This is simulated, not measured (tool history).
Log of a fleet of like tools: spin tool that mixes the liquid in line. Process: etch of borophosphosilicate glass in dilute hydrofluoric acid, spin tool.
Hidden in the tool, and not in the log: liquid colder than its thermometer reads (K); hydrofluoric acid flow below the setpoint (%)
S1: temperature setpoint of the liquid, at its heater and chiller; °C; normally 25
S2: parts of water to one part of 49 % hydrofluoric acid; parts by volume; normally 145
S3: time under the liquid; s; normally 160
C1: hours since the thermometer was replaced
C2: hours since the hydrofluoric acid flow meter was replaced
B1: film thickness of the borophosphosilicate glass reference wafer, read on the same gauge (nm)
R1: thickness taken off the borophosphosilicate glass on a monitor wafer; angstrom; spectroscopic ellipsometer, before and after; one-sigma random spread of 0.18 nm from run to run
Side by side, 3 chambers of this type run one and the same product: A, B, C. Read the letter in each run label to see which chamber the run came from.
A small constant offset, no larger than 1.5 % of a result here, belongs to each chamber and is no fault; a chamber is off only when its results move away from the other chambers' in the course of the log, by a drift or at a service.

| run | hour | S1 | S2 | S3 | C1 | C2 | B1 | R1 |
|---|---|---|---|---|---|---|---|---|
| 1A | 7.1 | 25 | 145 | 160 | 2509.5 | 546.4 | 40.037 | 279.24 |
|  | 13.2 | chamber A: thermometer replaced |
| 2B | 19.3 | 25 | 145 | 160 | 877.4 | 1525.7 | 40.028 | 280.99 |
|  | 27.1 | chamber B: hydrofluoric acid flow meter replaced |
| 3C | 30.8 | 25 | 145 | 160 | 1474.2 | 560.1 | 39.985 | 274.68 |
| 4A | 37.2 | 25 | 145 | 160 | 24.1 | 576.5 | 39.999 | 278.06 |
| 5B | 51 | 25 | 145 | 160 | 909.1 | 24 | 40.025 | 278.34 |
| 6C | 61.3 | 25 | 145 | 160 | 1504.7 | 590.6 | 40.01 | 279.27 |
| 7B | 74.7 | 25 | 175 | 160 | 932.8 | 47.7 | 40.022 | 221.79 |
| 8A | 81.9 | 25 | 175 | 160 | 68.8 | 621.2 | 39.966 | 223.81 |
|  | 87.5 | chamber A: hydrofluoric acid flow meter replaced |
| 9C | 94.7 | 25 | 175 | 160 | 1538.1 | 624 | 40.007 | 223.59 |
| 10C | 106.4 | 25 | 145 | 160 | 1549.8 | 635.7 | 40 | 277.46 |
| 11A | 116.3 | 25 | 185 | 85 | 103.2 | 28.8 | 39.994 | 110.66 |
| 12B | 130.1 | 25 | 185 | 85 | 988.2 | 103.1 | 39.957 | 112.34 |
| 13C | 139.6 | 25 | 185 | 85 | 1583 | 668.9 | 39.996 | 108.7 |
|  | 142.9 | chamber B: thermometer replaced |
| 14A | 153.1 | 25 | 145 | 160 | 140 | 65.6 | 40.006 | 278.15 |
| 15B | 164.8 | 29 | 145 | 160 | 22 | 137.8 | 40.012 | 324.38 |
| 16B | 175.1 | 29 | 145 | 160 | 32.3 | 148.1 | 39.983 | 325.81 |
| 17A | 187.4 | 29 | 145 | 160 | 174.3 | 99.9 | 40.001 | 325.12 |
| 18C | 195.3 | 25 | 145 | 160 | 1638.7 | 724.6 | 39.972 | 276.1 |
| 19A | 203.8 | 25 | 145 | 160 | 190.7 | 116.3 | 39.995 | 282.83 |
| 20C | 210.3 | 26.5 | 145 | 210 | 1653.7 | 739.6 | 40.017 | 382.61 |
| 21B | 218 | 26.5 | 145 | 210 | 75.2 | 191 | 39.995 | 393.25 |
| 22C | 230.8 | 26.5 | 145 | 210 | 1674.2 | 760.1 | 39.982 | 377.01 |
| 23B | 245 | 25 | 145 | 160 | 102.2 | 218 | 40.003 | 279.07 |
| 24A | 256.1 | 25 | 145 | 205 | 243 | 168.6 | 39.999 | 359.47 |
| 25A | 268.6 | 25 | 145 | 205 | 255.5 | 181.1 | 40.012 | 362.11 |
| 26C | 276.2 | 25 | 145 | 205 | 1719.6 | 805.5 | 40.015 | 348.54 |
| 27B | 284.5 | 25 | 145 | 160 | 141.7 | 257.5 | 40.015 | 281.68 |
| 28C | 298.5 | 25 | 145 | 160 | 1741.9 | 827.8 | 40.005 | 269.65 |
| 29B | 312.8 | 25 | 145 | 160 | 170 | 285.8 | 40.003 | 278.99 |
| 30A | 320.9 | 25 | 145 | 160 | 307.8 | 233.4 | 39.982 | 281.9 |
| 31B | 332.7 | 25 | 145 | 160 | 189.9 | 305.7 | 40.037 | 279.59 |
| 32C | 342 | 25 | 145 | 160 | 1785.4 | 871.3 | 40.011 | 267.37 |
| 33A | 356.4 | 29.5 | 145 | 160 | 343.3 | 268.9 | 39.957 | 335.29 |

Each of the 3 chambers runs these same settings next. Fill in every chamber's results:
| 34A | 366.7 | 25 | 145 | 160 |  |  |  | ? |
| 34B | 366.7 | 25 | 145 | 160 |  |  |  | ? |
| 34C | 366.7 | 25 | 145 | 160 |  |  |  | ? |

| run | R1 |
|---|---|
| 34A | 277.88 |
| 34B | 277.05 |
| 34C | 263.77 |
